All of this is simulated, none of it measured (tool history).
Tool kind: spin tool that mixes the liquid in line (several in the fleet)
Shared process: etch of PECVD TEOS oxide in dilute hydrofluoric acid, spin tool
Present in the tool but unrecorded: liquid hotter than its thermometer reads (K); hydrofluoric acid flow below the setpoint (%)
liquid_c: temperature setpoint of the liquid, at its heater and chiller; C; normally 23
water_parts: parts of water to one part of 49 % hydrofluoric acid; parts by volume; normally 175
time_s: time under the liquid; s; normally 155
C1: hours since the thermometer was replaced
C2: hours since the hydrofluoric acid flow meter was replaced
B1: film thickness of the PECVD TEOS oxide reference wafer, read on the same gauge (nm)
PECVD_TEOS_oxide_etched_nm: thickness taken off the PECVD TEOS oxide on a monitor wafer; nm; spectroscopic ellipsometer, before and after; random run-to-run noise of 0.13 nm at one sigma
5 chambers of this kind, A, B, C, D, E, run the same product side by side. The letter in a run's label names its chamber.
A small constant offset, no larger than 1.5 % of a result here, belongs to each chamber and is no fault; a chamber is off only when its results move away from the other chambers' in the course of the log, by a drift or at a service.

-- hour=6.6 chamber D: thermometer replaced
run 1D hour=13.0 | liquid_c=23 water_parts=175 time_s=155 | C1=6.5 C2=1141.5 | B1=150.00 | PECVD_TEOS_oxide_etched_nm=13.7900
-- hour=16.7 chamber A: thermometer replaced
run 2E hour=28.3 | liquid_c=23 water_parts=175 time_s=155 | C1=49.8 C2=1598.3 | B1=150.00 | PECVD_TEOS_oxide_etched_nm=13.9590
run 3C hour=40.0 | liquid_c=23 water_parts=175 time_s=155 | C1=324.4 C2=790.7 | B1=149.99 | PECVD_TEOS_oxide_etched_nm=13.7120
run 4A hour=51.9 | liquid_c=23 water_parts=175 time_s=155 | C1=35.2 C2=797.6 | B1=150.01 | PECVD_TEOS_oxide_etched_nm=13.6420
run 5B hour=64.4 | liquid_c=23 water_parts=175 time_s=155 | C1=754.2 C2=926.9 | B1=150.00 | PECVD_TEOS_oxide_etched_nm=13.8030
run 6D hour=80.1 | liquid_c=23 water_parts=175 time_s=155 | C1=73.6 C2=1208.6 | B1=150.03 | PECVD_TEOS_oxide_etched_nm=13.9580
run 7E hour=87.6 | liquid_c=23 water_parts=175 time_s=155 | C1=109.1 C2=1657.6 | B1=150.00 | PECVD_TEOS_oxide_etched_nm=13.6900
run 8A hour=95.2 | liquid_c=23 water_parts=175 time_s=155 | C1=78.5 C2=840.9 | B1=149.99 | PECVD_TEOS_oxide_etched_nm=13.5570
run 9B hour=102.8 | liquid_c=23 water_parts=205 time_s=155 | C1=792.6 C2=965.3 | B1=150.03 | PECVD_TEOS_oxide_etched_nm=11.5630
run 10C hour=117.2 | liquid_c=23 water_parts=205 time_s=155 | C1=401.6 C2=867.9 | B1=149.98 | PECVD_TEOS_oxide_etched_nm=11.3250
-- hour=124.6 chamber B: hydrofluoric acid flow meter replaced
run 11C hour=128.4 | liquid_c=23 water_parts=205 time_s=155 | C1=412.8 C2=879.1 | B1=149.98 | PECVD_TEOS_oxide_etched_nm=11.1510
run 12A hour=143.6 | liquid_c=23 water_parts=205 time_s=155 | C1=126.9 C2=889.3 | B1=149.96 | PECVD_TEOS_oxide_etched_nm=11.5080
run 13E hour=154.4 | liquid_c=23 water_parts=205 time_s=155 | C1=175.9 C2=1724.4 | B1=150.01 | PECVD_TEOS_oxide_etched_nm=11.3310
run 14B hour=161.9 | liquid_c=23 water_parts=175 time_s=155 | C1=851.7 C2=37.4 | B1=149.99 | PECVD_TEOS_oxide_etched_nm=13.7100
run 15D hour=171.0 | liquid_c=23 water_parts=240 time_s=155 | C1=164.5 C2=1299.5 | B1=150.03 | PECVD_TEOS_oxide_etched_nm=9.4396
run 16B hour=182.5 | liquid_c=23 water_parts=240 time_s=155 | C1=872.3 C2=58.0 | B1=150.00 | PECVD_TEOS_oxide_etched_nm=9.6019
run 17A hour=197.3 | liquid_c=23 water_parts=240 time_s=155 | C1=180.6 C2=943.0 | B1=150.03 | PECVD_TEOS_oxide_etched_nm=9.3238
run 18E hour=207.0 | liquid_c=23 water_parts=240 time_s=155 | C1=228.5 C2=1777.0 | B1=149.99 | PECVD_TEOS_oxide_etched_nm=9.3647
run 19D hour=217.0 | liquid_c=23 water_parts=240 time_s=155 | C1=210.5 C2=1345.5 | B1=150.00 | PECVD_TEOS_oxide_etched_nm=9.4428
run 20C hour=228.8 | liquid_c=23 water_parts=175 time_s=155 | C1=513.2 C2=979.5 | B1=150.01 | PECVD_TEOS_oxide_etched_nm=13.3700
run 21B hour=239.6 | liquid_c=23 water_parts=175 time_s=240 | C1=929.4 C2=115.1 | B1=149.98 | PECVD_TEOS_oxide_etched_nm=21.5540
run 22D hour=252.9 | liquid_c=23 water_parts=175 time_s=240 | C1=246.4 C2=1381.4 | B1=150.01 | PECVD_TEOS_oxide_etched_nm=21.3360
run 23C hour=261.0 | liquid_c=23 water_parts=175 time_s=240 | C1=545.4 C2=1011.7 | B1=150.02 | PECVD_TEOS_oxide_etched_nm=20.7750
run 24E hour=276.1 | liquid_c=23 water_parts=175 time_s=240 | C1=297.6 C2=1846.1 | B1=150.02 | PECVD_TEOS_oxide_etched_nm=21.5160
run 25A hour=287.2 | liquid_c=23 water_parts=175 time_s=240 | C1=270.5 C2=1032.9 | B1=150.01 | PECVD_TEOS_oxide_etched_nm=21.3300
run 26B hour=298.1 | liquid_c=23 water_parts=175 time_s=155 | C1=987.9 C2=173.6 | B1=149.99 | PECVD_TEOS_oxide_etched_nm=13.8850
run 27E hour=311.8 | liquid_c=23 water_parts=175 time_s=235 | C1=333.3 C2=1881.8 | B1=149.97 | PECVD_TEOS_oxide_etched_nm=20.8130
run 28A hour=322.9 | liquid_c=23 water_parts=175 time_s=235 | C1=306.2 C2=1068.6 | B1=149.99 | PECVD_TEOS_oxide_etched_nm=20.4620
run 29D hour=336.2 | liquid_c=23 water_parts=175 time_s=235 | C1=329.7 C2=1464.7 | B1=150.00 | PECVD_TEOS_oxide_etched_nm=21.3390
run 30C hour=348.7 | liquid_c=23 water_parts=175 time_s=235 | C1=633.1 C2=1099.4 | B1=149.99 | PECVD_TEOS_oxide_etched_nm=19.7040
run 31A hour=361.3 | liquid_c=23 water_parts=175 time_s=235 | C1=344.6 C2=1107.0 | B1=150.00 | PECVD_TEOS_oxide_etched_nm=20.6000
run 32B hour=376.3 | liquid_c=23 water_parts=175 time_s=155 | C1=1066.1 C2=251.8 | B1=149.96 | PECVD_TEOS_oxide_etched_nm=13.7140
run 33D hour=386.5 | liquid_c=23 water_parts=175 time_s=210 | C1=380.0 C2=1515.0 | B1=149.95 | PECVD_TEOS_oxide_etched_nm=18.7380
run 34C hour=395.1 | liquid_c=23 water_parts=175 time_s=210 | C1=679.5 C2=1145.8 | B1=149.97 | PECVD_TEOS_oxide_etched_nm=17.3070
run 35E hour=406.9 | liquid_c=23 water_parts=175 time_s=210 | C1=428.4 C2=1976.9 | B1=150.01 | PECVD_TEOS_oxide_etched_nm=18.4530
run 36B hour=422.9 | liquid_c=23 water_parts=175 time_s=210 | C1=1112.7 C2=298.4 | B1=149.96 | PECVD_TEOS_oxide_etched_nm=18.6990
run 37A hour=432.1 | liquid_c=23 water_parts=175 time_s=210 | C1=415.4 C2=1177.8 | B1=150.01 | PECVD_TEOS_oxide_etched_nm=18.6440
run 38C hour=448.6 | liquid_c=23 water_parts=175 time_s=155 | C1=733.0 C2=1199.3 | B1=150.00 | PECVD_TEOS_oxide_etched_nm=12.5680
run 39E hour=458.1 | liquid_c=23 water_parts=175 time_s=155 | C1=479.6 C2=2028.1 | B1=150.00 | PECVD_TEOS_oxide_etched_nm=14.0690
run 40D hour=465.3 | liquid_c=23 water_parts=175 time_s=210 | C1=458.8 C2=1593.8 | B1=150.03 | PECVD_TEOS_oxide_etched_nm=18.9750
run 41D hour=474.8 | liquid_c=23 water_parts=175 time_s=210 | C1=468.3 C2=1603.3 | B1=149.98 | PECVD_TEOS_oxide_etched_nm=18.9190
run 42C hour=485.9 | liquid_c=23 water_parts=175 time_s=210 | C1=770.3 C2=1236.6 | B1=149.99 | PECVD_TEOS_oxide_etched_nm=16.6660

Predict what each chamber gives when all 5 of them run the settings below next.
run 43A hour=497.7 | liquid_c=23 water_parts=175 time_s=70 | PECVD_TEOS_oxide_etched_nm=?
run 43B hour=497.7 | liquid_c=23 water_parts=175 time_s=70 | PECVD_TEOS_oxide_etched_nm=?
run 43C hour=497.7 | liquid_c=23 water_parts=175 time_s=70 | PECVD_TEOS_oxide_etched_nm=?
run 43D hour=497.7 | liquid_c=23 water_parts=175 time_s=70 | PECVD_TEOS_oxide_etched_nm=?
run 43E hour=497.7 | liquid_c=23 water_parts=175 time_s=70 | PECVD_TEOS_oxide_etched_nm=?

run=43A PECVD_TEOS_oxide_etched_nm=6.1090
run=43B PECVD_TEOS_oxide_etched_nm=6.3200
run=43C PECVD_TEOS_oxide_etched_nm=5.6150
run=43D PECVD_TEOS_oxide_etched_nm=6.2443
run=43E PECVD_TEOS_oxide_etched_nm=6.2867

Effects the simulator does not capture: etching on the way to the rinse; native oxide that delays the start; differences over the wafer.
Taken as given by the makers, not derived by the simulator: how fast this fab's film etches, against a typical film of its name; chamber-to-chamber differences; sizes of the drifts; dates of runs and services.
